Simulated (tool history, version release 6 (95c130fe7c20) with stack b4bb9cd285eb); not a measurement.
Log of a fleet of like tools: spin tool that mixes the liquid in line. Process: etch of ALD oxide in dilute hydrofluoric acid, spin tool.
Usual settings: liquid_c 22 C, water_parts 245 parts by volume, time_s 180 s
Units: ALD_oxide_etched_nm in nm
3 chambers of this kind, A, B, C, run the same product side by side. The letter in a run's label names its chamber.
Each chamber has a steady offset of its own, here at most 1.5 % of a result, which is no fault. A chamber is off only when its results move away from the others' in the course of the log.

| run | hour | liquid_c | water_parts | time_s | hours since the thermometer was replaced | hours since the hydrofluoric acid flow meter was replaced | read-back film thickness of the ALD oxide reference wafer, read on the same gauge (nm) | ALD_oxide_etched_nm |
|---|---|---|---|---|---|---|---|---|
| 1A | 3.9 | 22 | 245 | 180 | 1002.9 | 711.2 | 79.997 | 9.7945 |
| 2B | 8 | 22 | 245 | 180 | 900.3 | 676.5 | 80.035 | 9.6409 |
| 3C | 13.1 | 22 | 245 | 180 | 329.8 | 310.9 | 80.03 | 9.7692 |
| 4B | 17.3 | 22 | 245 | 180 | 909.6 | 685.8 | 79.97 | 9.7668 |
| 5A | 24.2 | 22 | 245 | 180 | 1023.2 | 731.5 | 80.009 | 9.5438 |
| 6C | 30.8 | 22 | 245 | 180 | 347.5 | 328.6 | 80.004 | 9.7475 |
| 7C | 36.6 | 22 | 245 | 180 | 353.3 | 334.4 | 79.974 | 9.6679 |
| 8A | 40 | 22 | 245 | 180 | 1039 | 747.3 | 80.002 | 9.4276 |
| 9B | 45.1 | 22 | 245 | 180 | 937.4 | 713.6 | 79.971 | 9.7961 |
| 10C | 50.3 | 22 | 245 | 180 | 367 | 348.1 | 80.013 | 9.7337 |
| 11B | 55.5 | 22 | 245 | 180 | 947.8 | 724 | 80.014 | 9.6964 |
| 12A | 59.8 | 22 | 245 | 180 | 1058.8 | 767.1 | 80.002 | 9.3546 |
| 13C | 66.3 | 22 | 245 | 180 | 383 | 364.1 | 80.013 | 9.8602 |
| 14A | 72.9 | 22 | 245 | 180 | 1071.9 | 780.2 | 79.982 | 9.4368 |
| 15B | 78.4 | 22 | 245 | 180 | 970.7 | 746.9 | 79.991 | 9.755 |
| 16B | 83.4 | 22 | 245 | 180 | 975.7 | 751.9 | 80.013 | 9.6179 |
| 17C | 88.4 | 22 | 245 | 180 | 405.1 | 386.2 | 80.004 | 9.6706 |
| 18A | 91.9 | 22 | 245 | 180 | 1090.9 | 799.2 | 80.008 | 9.2283 |
| 19C | 98.8 | 22 | 245 | 180 | 415.5 | 396.6 | 80.047 | 9.9967 |
| 20B | 104.9 | 22 | 245 | 180 | 997.2 | 773.4 | 80.005 | 9.7429 |
| 21A | 110.6 | 22 | 245 | 180 | 1109.6 | 817.9 | 79.999 | 9.05 |
| 22B | 115.6 | 22 | 245 | 180 | 1007.9 | 784.1 | 80.012 | 9.718 |
| 23C | 119 | 22 | 245 | 180 | 435.7 | 416.8 | 80.003 | 9.765 |
| 24A | 123.9 | 22 | 245 | 180 | 1122.9 | 831.2 | 80.006 | 8.9096 |

Is one chamber off against the others, does the gauge drift, or is nothing wrong? If a chamber is off, say which, and what the likeliest cause is.

Chamber A drifts away from the others.
Cause: hydrofluoric acid flow below the setpoint (%) = 6.56.
The log may not tell that from: liquid colder than its thermometer reads (K).

Here are 4 candidates for chamber A's next run, each the usual settings with a change, their results left as question marks. Which one brings its results back in line with what the others give on the usual settings?
In line means no further than this from the other chambers' mean on the usual settings: ALD_oxide_etched_nm 0.33 nm
| 25A-1 | 129.2 | 22 | 230 | 190 |  |  |  | ? |
| 25A-2 | 129.2 | 22 | 245 | 195 |  |  |  | ? |
| 25A-3 | 129.2 | 22 | 275 | 180 |  |  |  | ? |
| 25A-4 | 129.2 | 22 | 255 | 175 |  |  |  | ? |

The other chambers' mean on the usual settings: ALD_oxide_etched_nm 9.7373 nm
| run | ALD_oxide_etched_nm |
|---|---|
| 25A-1 | 10.286 |
| 25A-2 | 9.7454 |
| 25A-3 | 7.7574 |
| 25A-4 | 8.311 |
25A-2 brings the chamber back in line.
